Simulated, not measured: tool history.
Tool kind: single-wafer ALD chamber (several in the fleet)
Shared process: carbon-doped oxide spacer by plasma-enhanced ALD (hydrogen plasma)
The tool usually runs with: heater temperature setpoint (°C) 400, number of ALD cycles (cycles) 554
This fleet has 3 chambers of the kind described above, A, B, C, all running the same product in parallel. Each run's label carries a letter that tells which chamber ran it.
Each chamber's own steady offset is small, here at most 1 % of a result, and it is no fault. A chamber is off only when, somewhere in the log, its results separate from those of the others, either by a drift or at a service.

run,hour,heater temperature setpoint (°C),number of ALD cycles (cycles),hours since the last thermocouple change,"read-back reference wafer on the same gauge, thickness_nm",mean film thickness on the monitor wafer (nm)
1A,4,400,554,585.3,28.301,27.675
2C,11.2,400,554,1002.5,28.311,27.4
3B,15.3,400,554,1277.3,28.325,27.804
4B,23.2,400,554,1285.2,28.322,27.816
5C,29.8,400,554,1021.1,28.326,27.421
6A,37.7,400,554,619,28.348,27.712
7C,41.5,400,554,1032.8,28.343,27.523
8B,48.7,400,554,1310.7,28.357,27.879
9A,54.4,400,554,635.7,28.372,27.738
10C,61.2,400,554,1052.5,28.376,27.507
11A,68.8,400,554,650.1,28.383,27.722
12B,73.3,400,554,1335.3,28.367,27.948
13B,77.9,400,554,1339.9,28.395,27.959
14C,85.2,400,554,1076.5,28.394,27.454
15A,92,400,554,673.3,28.405,27.815
16A,97.6,400,554,678.9,28.414,27.85
17B,104.2,400,554,1366.2,28.413,27.938
18C,109.2,411,448,1100.5,28.425,21.529
19C,115.1,411,448,1106.4,28.424,21.561
20B,119.1,411,448,1381.1,28.436,21.837
21A,122.8,400,554,704.1,28.442,27.799
22B,127.8,400,554,1389.8,28.442,27.94
23C,132.5,400,455,1123.8,28.454,22.643
24A,137.8,400,455,719.1,28.469,22.86
25A,141.4,400,455,722.7,28.466,22.874
26B,145.7,400,554,1407.7,28.46,27.9

For the next run the whole fleet of 3 chambers uses the same settings. Give each chamber's results:
27A,151.5,400,645,,,?
27B,151.5,400,645,,,?
27C,151.5,400,645,,,?

run,mean film thickness on the monitor wafer (nm)
27A,32.362
27B,32.574
27C,32.152
